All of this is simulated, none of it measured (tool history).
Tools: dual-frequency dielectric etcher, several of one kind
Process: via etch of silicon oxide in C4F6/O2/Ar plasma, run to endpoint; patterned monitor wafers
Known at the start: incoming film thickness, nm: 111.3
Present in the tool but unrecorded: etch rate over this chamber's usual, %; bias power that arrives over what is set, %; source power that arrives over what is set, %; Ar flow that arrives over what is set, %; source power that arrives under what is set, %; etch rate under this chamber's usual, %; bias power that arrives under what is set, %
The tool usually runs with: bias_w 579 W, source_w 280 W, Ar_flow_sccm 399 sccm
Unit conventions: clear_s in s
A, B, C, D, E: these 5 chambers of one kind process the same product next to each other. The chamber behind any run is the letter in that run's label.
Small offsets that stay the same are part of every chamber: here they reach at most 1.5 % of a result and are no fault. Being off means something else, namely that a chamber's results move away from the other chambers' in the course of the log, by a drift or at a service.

run	hour	bias_w	source_w	Ar_flow_sccm	hours since the last wet clean	hours since the last bias power generator calibration	hours since the last source power generator calibration	hours since the last Ar flow controller change	clear_s
1C	3.3	579	280	399	67.5	1260.4	1800.3	523.4	27.105
2E	8.9	579	280	399	407.8	1328.8	115.4	2997.7	27.313
3D	12.8	579	280	399	15.4	92.8	4035.0	932.2	27.239
4B	18.8	579	280	399	71.5	287.5	969.7	1981.2	27.057
5A	21.7	579	320	357	355.5	1431.4	41.1	2555.9	25.343
6B	27.5	579	320	357	80.2	296.2	978.4	1989.9	25.485
7A	32.4	579	320	357	366.2	1442.1	51.8	2566.6	25.280
8E	35.9	579	320	357	434.8	1355.8	142.4	3024.7	25.905
9C	40.9	579	320	357	105.1	1298.0	1837.9	561.0	25.538
10D	44.7	579	280	399	47.3	124.7	4066.9	964.1	27.233
11D	49.5	579	280	399	52.1	129.5	4071.7	968.9	27.048
12A	52.7	579	280	399	386.5	1462.4	72.1	2586.9	26.949
13C	56.7	579	280	399	120.9	1313.8	1853.7	576.8	27.214
14B	61.5	579	230	490	114.2	330.2	1012.4	2023.9	29.957
# hour 64.7: chamber E: wet clean of the chamber
15E	65.7	579	230	490	1.1	1385.6	172.2	3054.5	30.173
16A	71.6	579	230	490	405.4	1481.3	91.0	2605.8	29.561
17C	78.1	579	230	490	142.3	1335.2	1875.1	598.2	29.950
18B	83.8	579	230	490	136.5	352.5	1034.7	2046.2	29.911
19D	89.5	579	280	399	92.1	169.5	4111.7	1008.9	27.152
20E	95.4	579	280	399	30.8	1415.3	201.9	3084.2	27.449
21C	99.3	579	280	399	163.5	1356.4	1896.3	619.4	27.094
22B	104.6	579	280	399	157.3	373.3	1055.5	2067.0	27.171
23D	110.2	579	280	399	112.8	190.2	4132.4	1029.6	27.256
24A	113.6	579	280	399	447.4	1523.3	133.0	2647.8	26.934
25E	116.9	579	280	399	52.3	1436.8	223.4	3105.7	27.493
26E	122.5	579	280	399	57.9	1442.4	229.0	3111.3	27.355
27A	127.1	668	280	363	460.9	1536.8	146.5	2661.3	25.119
28C	130.8	668	280	363	195.0	1387.9	1927.8	650.9	25.401
29D	136.9	668	280	363	139.5	216.9	4159.1	1056.3	25.487
30B	142.1	668	280	363	194.8	410.8	1093.0	2104.5	25.284
31D	147.0	668	280	363	149.6	227.0	4169.2	1066.4	25.373

All chambers now run identical settings, listed one chamber a line with results as question marks. What results will each chamber show?
32A	151.8	467	280	399					?
32B	151.8	467	280	399					?
32C	151.8	467	280	399					?
32D	151.8	467	280	399					?
32E	151.8	467	280	399					?

run	clear_s
32A	29.102
32B	29.484
32C	29.293
32D	29.585
32E	29.982
